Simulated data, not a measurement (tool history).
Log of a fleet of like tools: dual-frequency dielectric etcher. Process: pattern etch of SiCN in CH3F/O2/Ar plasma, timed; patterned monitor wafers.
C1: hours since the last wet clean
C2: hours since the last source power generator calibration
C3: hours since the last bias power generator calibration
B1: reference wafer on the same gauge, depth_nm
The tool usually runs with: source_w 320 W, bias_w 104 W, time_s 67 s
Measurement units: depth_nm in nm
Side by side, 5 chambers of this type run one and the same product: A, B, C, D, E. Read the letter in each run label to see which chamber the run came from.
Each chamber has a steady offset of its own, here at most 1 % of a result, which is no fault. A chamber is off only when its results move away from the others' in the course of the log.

Run 1C, hour 4.1: usual settings; C1 22.1; C2 895.2; C3 2545.9; B1 27.085. Result: depth_nm 26.466 nm.
Run 2A, hour 7.5: usual settings; C1 165.5; C2 2835.8; C3 2027.4; B1 27.136. Result: depth_nm 26.536 nm.
Run 3B, hour 11.6: usual settings; C1 41.2; C2 1824.8; C3 510.6; B1 27.073. Result: depth_nm 26.503 nm.
Run 4E, hour 16.8: usual settings; C1 293.7; C2 2841.3; C3 688.6; B1 27.107. Result: depth_nm 26.54 nm.
Run 5D, hour 23.7: usual settings but bias_w 114 W, time_s 50 s; C1 225.1; C2 715.1; C3 1579.6; B1 27.1. Result: depth_nm 20.418 nm.
Run 6D, hour 28.4: usual settings but bias_w 114 W, time_s 50 s; C1 229.8; C2 719.8; C3 1584.3; B1 27.097. Result: depth_nm 20.69 nm.
Run 7B, hour 34.6: usual settings but bias_w 114 W, time_s 50 s; C1 64.2; C2 1847.8; C3 533.6; B1 27.108. Result: depth_nm 20.358 nm.
Run 8C, hour 38.6: usual settings but bias_w 114 W, time_s 50 s; C1 56.6; C2 929.7; C3 2580.4; B1 27.084. Result: depth_nm 20.442 nm.
Run 9A, hour 43.9: usual settings but bias_w 114 W, time_s 50 s; C1 201.9; C2 2872.2; C3 2063.8; B1 27.085. Result: depth_nm 20.379 nm.
Run 10E, hour 47.1: usual settings; C1 324; C2 2871.6; C3 718.9; B1 27.117. Result: depth_nm 26.457 nm.
Run 11C, hour 53.4: usual settings; C1 71.4; C2 944.5; C3 2595.2; B1 27.12. Result: depth_nm 26.412 nm.
Run 12B, hour 57.7: usual settings; C1 87.3; C2 1870.9; C3 556.7; B1 27.084. Result: depth_nm 26.742 nm.
Run 13E, hour 64.5: usual settings but source_w 380 W, time_s 58.5 s; C1 341.4; C2 2889; C3 736.3; B1 27.093. Result: depth_nm 24.808 nm.
At hour 68: chamber B: source power generator calibrated.
Run 14A, hour 70.1: usual settings but source_w 380 W, time_s 58.5 s; C1 228.1; C2 2898.4; C3 2090; B1 27.1. Result: depth_nm 24.677 nm.
Run 15D, hour 73.5: usual settings but source_w 380 W, time_s 58.5 s; C1 274.9; C2 764.9; C3 1629.4; B1 27.092. Result: depth_nm 24.86 nm.
Run 16E, hour 78.3: usual settings but source_w 380 W, time_s 58.5 s; C1 355.2; C2 2902.8; C3 750.1; B1 27.105. Result: depth_nm 24.908 nm.
Run 17A, hour 81.4: usual settings but source_w 380 W, time_s 58.5 s; C1 239.4; C2 2909.7; C3 2101.3; B1 27.086. Result: depth_nm 24.67 nm.
Run 18B, hour 88.4: usual settings but source_w 350 W; C1 118; C2 20.4; C3 587.4; B1 27.072. Result: depth_nm 27.572 nm.
Run 19C, hour 94.1: usual settings but source_w 350 W; C1 112.1; C2 985.2; C3 2635.9; B1 27.071. Result: depth_nm 27.165 nm.
Run 20D, hour 100.8: usual settings but source_w 350 W; C1 302.2; C2 792.2; C3 1656.7; B1 27.084. Result: depth_nm 27.897 nm.
Run 21B, hour 104.3: usual settings but source_w 350 W; C1 133.9; C2 36.3; C3 603.3; B1 27.076. Result: depth_nm 27.326 nm.
Run 22D, hour 108.9: usual settings but source_w 350 W; C1 310.3; C2 800.3; C3 1664.8; B1 27.075. Result: depth_nm 27.976 nm.
Run 23E, hour 113.3: usual settings; C1 390.2; C2 2937.8; C3 785.1; B1 27.118. Result: depth_nm 26.487 nm.
Run 24A, hour 117: usual settings; C1 275; C2 2945.3; C3 2136.9; B1 27.095. Result: depth_nm 26.839 nm.
Run 25C, hour 120.9: usual settings; C1 138.9; C2 1012; C3 2662.7; B1 27.069. Result: depth_nm 26.321 nm.
Run 26E, hour 125.8: usual settings but source_w 240 W, bias_w 125 W; C1 402.7; C2 2950.3; C3 797.6; B1 27.083. Result: depth_nm 25.596 nm.
Run 27A, hour 131: usual settings but source_w 240 W, bias_w 125 W; C1 289; C2 2959.3; C3 2150.9; B1 27.127. Result: depth_nm 25.692 nm.
Run 28C, hour 135.5: usual settings but source_w 240 W, bias_w 125 W; C1 153.5; C2 1026.6; C3 2677.3; B1 27.101. Result: depth_nm 25.654 nm.
Run 29D, hour 139.2: usual settings but source_w 240 W, bias_w 125 W; C1 340.6; C2 830.6; C3 1695.1; B1 27.091. Result: depth_nm 26.583 nm.
Run 30B, hour 143.9: usual settings but source_w 240 W, bias_w 125 W; C1 173.5; C2 75.9; C3 642.9; B1 27.081. Result: depth_nm 25.533 nm.
Run 31D, hour 147.3: usual settings; C1 348.7; C2 838.7; C3 1703.2; B1 27.119. Result: depth_nm 27.028 nm.
Run 32E, hour 151.7: usual settings; C1 428.6; C2 2976.2; C3 823.5; B1 27.088. Result: depth_nm 26.663 nm.
Run 33C, hour 158.3: usual settings but source_w 360 W, bias_w 116 W; C1 176.3; C2 1049.4; C3 2700.1; B1 27.072. Result: depth_nm 28.794 nm.
Run 34A, hour 164.3: usual settings but source_w 360 W, bias_w 116 W; C1 322.3; C2 2992.6; C3 2184.2; B1 27.095. Result: depth_nm 28.948 nm.
Run 35B, hour 171.2: usual settings but source_w 360 W, bias_w 116 W; C1 200.8; C2 103.2; C3 670.2; B1 27.091. Result: depth_nm 29.034 nm.
Run 36C, hour 176.4: usual settings but source_w 360 W, bias_w 116 W; C1 194.4; C2 1067.5; C3 2718.2; B1 27.068. Result: depth_nm 28.863 nm.
Run 37D, hour 180.5: usual settings but source_w 360 W, bias_w 116 W; C1 381.9; C2 871.9; C3 1736.4; B1 27.1. Result: depth_nm 29.872 nm.
Run 38E, hour 187.3: usual settings; C1 464.2; C2 3011.8; C3 859.1; B1 27.081. Result: depth_nm 26.561 nm.
Run 39B, hour 193.1: usual settings; C1 222.7; C2 125.1; C3 692.1; B1 27.093. Result: depth_nm 26.629 nm.
Run 40A, hour 196.2: usual settings; C1 354.2; C2 3024.5; C3 2216.1; B1 27.099. Result: depth_nm 26.431 nm.
Run 41D, hour 202.4: usual settings but source_w 370 W; C1 403.8; C2 893.8; C3 1758.3; B1 27.153. Result: depth_nm 29.082 nm.
Run 42C, hour 209.4: usual settings but source_w 370 W; C1 227.4; C2 1100.5; C3 2751.2; B1 27.093. Result: depth_nm 27.635 nm.
Run 43E, hour 215.8: usual settings but source_w 370 W; C1 492.7; C2 3040.3; C3 887.6; B1 27.083. Result: depth_nm 28.319 nm.

Next, every chamber runs the same settings. What will each give?
Run 44A, hour 220.9: usual settings but time_s 75 s. Result: depth_nm ?.
Run 44B, hour 220.9: usual settings but time_s 75 s. Result: depth_nm ?.
Run 44C, hour 220.9: usual settings but time_s 75 s. Result: depth_nm ?.
Run 44D, hour 220.9: usual settings but time_s 75 s. Result: depth_nm ?.
Run 44E, hour 220.9: usual settings but time_s 75 s. Result: depth_nm ?.

run  depth_nm
44A     29.98
44B    29.778
44C    29.498
44D    31.036
44E    29.931
